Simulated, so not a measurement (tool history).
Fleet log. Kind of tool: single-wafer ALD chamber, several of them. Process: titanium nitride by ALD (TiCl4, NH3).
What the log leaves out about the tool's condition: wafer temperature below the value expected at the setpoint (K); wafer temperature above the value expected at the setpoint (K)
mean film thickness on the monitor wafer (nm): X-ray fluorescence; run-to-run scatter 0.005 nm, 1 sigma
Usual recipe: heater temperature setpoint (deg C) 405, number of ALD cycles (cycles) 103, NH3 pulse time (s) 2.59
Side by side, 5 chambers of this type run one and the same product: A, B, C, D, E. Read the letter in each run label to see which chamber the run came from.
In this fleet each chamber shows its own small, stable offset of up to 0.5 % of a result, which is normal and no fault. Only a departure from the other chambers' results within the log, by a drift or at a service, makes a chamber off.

| run | hour | heater temperature setpoint (deg C) | number of ALD cycles (cycles) | NH3 pulse time (s) | hours since the last thermocouple change | read-back reference wafer on the same gauge, thickness_nm | mean film thickness on the monitor wafer (nm) |
|---|---|---|---|---|---|---|---|
| 1D | 14.3 | 405 | 103 | 2.59 | 1073.3 | 2.4201 | 2.2917 |
| 2B | 27 | 405 | 103 | 2.59 | 984.5 | 2.4198 | 2.2977 |
| 3C | 36.8 | 405 | 103 | 2.59 | 1509.9 | 2.4199 | 2.2903 |
| 4A | 45.3 | 405 | 103 | 2.59 | 705.5 | 2.4194 | 2.2967 |
|  | 47.3 | chamber C: thermocouple changed; heater temperature recalibrated |
| 5E | 53.8 | 405 | 103 | 2.59 | 982.8 | 2.4208 | 2.3042 |
| 6E | 64.2 | 405 | 103 | 2.59 | 993.2 | 2.4212 | 2.3108 |
| 7C | 78.1 | 405 | 103 | 2.59 | 30.8 | 2.4192 | 2.28 |
| 8B | 92.5 | 405 | 103 | 2.59 | 1050 | 2.4202 | 2.3017 |
| 9A | 105.9 | 405 | 103 | 2.59 | 766.1 | 2.4194 | 2.2908 |
| 10D | 112.7 | 405 | 103 | 2.59 | 1171.7 | 2.4205 | 2.2917 |
| 11A | 124.5 | 405 | 103 | 2.59 | 784.7 | 2.4197 | 2.2899 |
| 12C | 134.9 | 405 | 103 | 2.59 | 87.6 | 2.4205 | 2.2985 |
| 13B | 146.5 | 417 | 103 | 2.59 | 1104 | 2.4192 | 2.3122 |
| 14D | 158.1 | 417 | 103 | 2.59 | 1217.1 | 2.4195 | 2.2816 |
| 15E | 171.3 | 417 | 103 | 2.59 | 1100.3 | 2.4202 | 2.3166 |
| 16E | 180.6 | 417 | 103 | 2.59 | 1109.6 | 2.4193 | 2.3122 |
| 17D | 193.3 | 417 | 103 | 2.59 | 1252.3 | 2.4195 | 2.2884 |
| 18C | 207.1 | 405 | 103 | 2.59 | 159.8 | 2.4196 | 2.2923 |
| 19B | 214 | 405 | 103 | 2.59 | 1171.5 | 2.4204 | 2.2999 |
| 20A | 226.9 | 405 | 103 | 2.59 | 887.1 | 2.4214 | 2.2944 |
| 21A | 233.7 | 405 | 103 | 2.59 | 893.9 | 2.4206 | 2.2932 |
| 22C | 247.4 | 405 | 103 | 2.59 | 200.1 | 2.4205 | 2.2963 |
| 23B | 254.1 | 405 | 103 | 2.59 | 1211.6 | 2.4218 | 2.2915 |
| 24E | 263.3 | 405 | 103 | 2.59 | 1192.3 | 2.4198 | 2.3076 |
| 25D | 275.9 | 405 | 114 | 2.59 | 1334.9 | 2.42 | 2.5321 |
| 26A | 285.1 | 405 | 114 | 2.59 | 945.3 | 2.4199 | 2.5351 |
| 27D | 292.7 | 405 | 114 | 2.59 | 1351.7 | 2.4201 | 2.5366 |
|  | 301.8 | chamber D: thermocouple changed; heater temperature recalibrated |
| 28B | 304.8 | 405 | 114 | 2.59 | 1262.3 | 2.419 | 2.5531 |
| 29C | 313.7 | 405 | 114 | 2.59 | 266.4 | 2.4202 | 2.5337 |
| 30E | 323.5 | 405 | 103 | 2.59 | 1252.5 | 2.4189 | 2.313 |
| 31B | 332.8 | 405 | 103 | 2.59 | 1290.3 | 2.4214 | 2.3049 |
| 32E | 342.9 | 405 | 103 | 2.59 | 1271.9 | 2.4218 | 2.3143 |
| 33D | 354.6 | 405 | 103 | 2.59 | 52.9 | 2.4198 | 2.2785 |
| 34C | 364.1 | 405 | 103 | 2.59 | 316.8 | 2.4201 | 2.2971 |
| 35A | 373.1 | 405 | 103 | 2.59 | 1033.3 | 2.4193 | 2.2861 |
| 36B | 387.3 | 405 | 103 | 2.59 | 1344.8 | 2.419 | 2.3036 |
|  | 391.6 | chamber B: thermocouple changed; heater temperature recalibrated |
| 37D | 396 | 405 | 103 | 2.59 | 94.3 | 2.4198 | 2.2876 |
| 38A | 408 | 405 | 103 | 2.14 | 1068.2 | 2.4202 | 2.2815 |
| 39E | 415.1 | 405 | 103 | 2.14 | 1344.1 | 2.4185 | 2.294 |
| 40C | 425.7 | 405 | 103 | 2.14 | 378.4 | 2.4194 | 2.2707 |
| 41B | 437.3 | 405 | 103 | 2.14 | 45.8 | 2.42 | 2.2863 |

Each of the 5 chambers runs these same settings next. Fill in every chamber's results:
| 42A | 447.6 | 405 | 103 | 1.98 |  |  | ? |
| 42B | 447.6 | 405 | 103 | 1.98 |  |  | ? |
| 42C | 447.6 | 405 | 103 | 1.98 |  |  | ? |
| 42D | 447.6 | 405 | 103 | 1.98 |  |  | ? |
| 42E | 447.6 | 405 | 103 | 1.98 |  |  | ? |

| run | mean film thickness on the monitor wafer (nm) |
|---|---|
| 42A | 2.2762 |
| 42B | 2.272 |
| 42C | 2.27 |
| 42D | 2.2683 |
| 42E | 2.2863 |
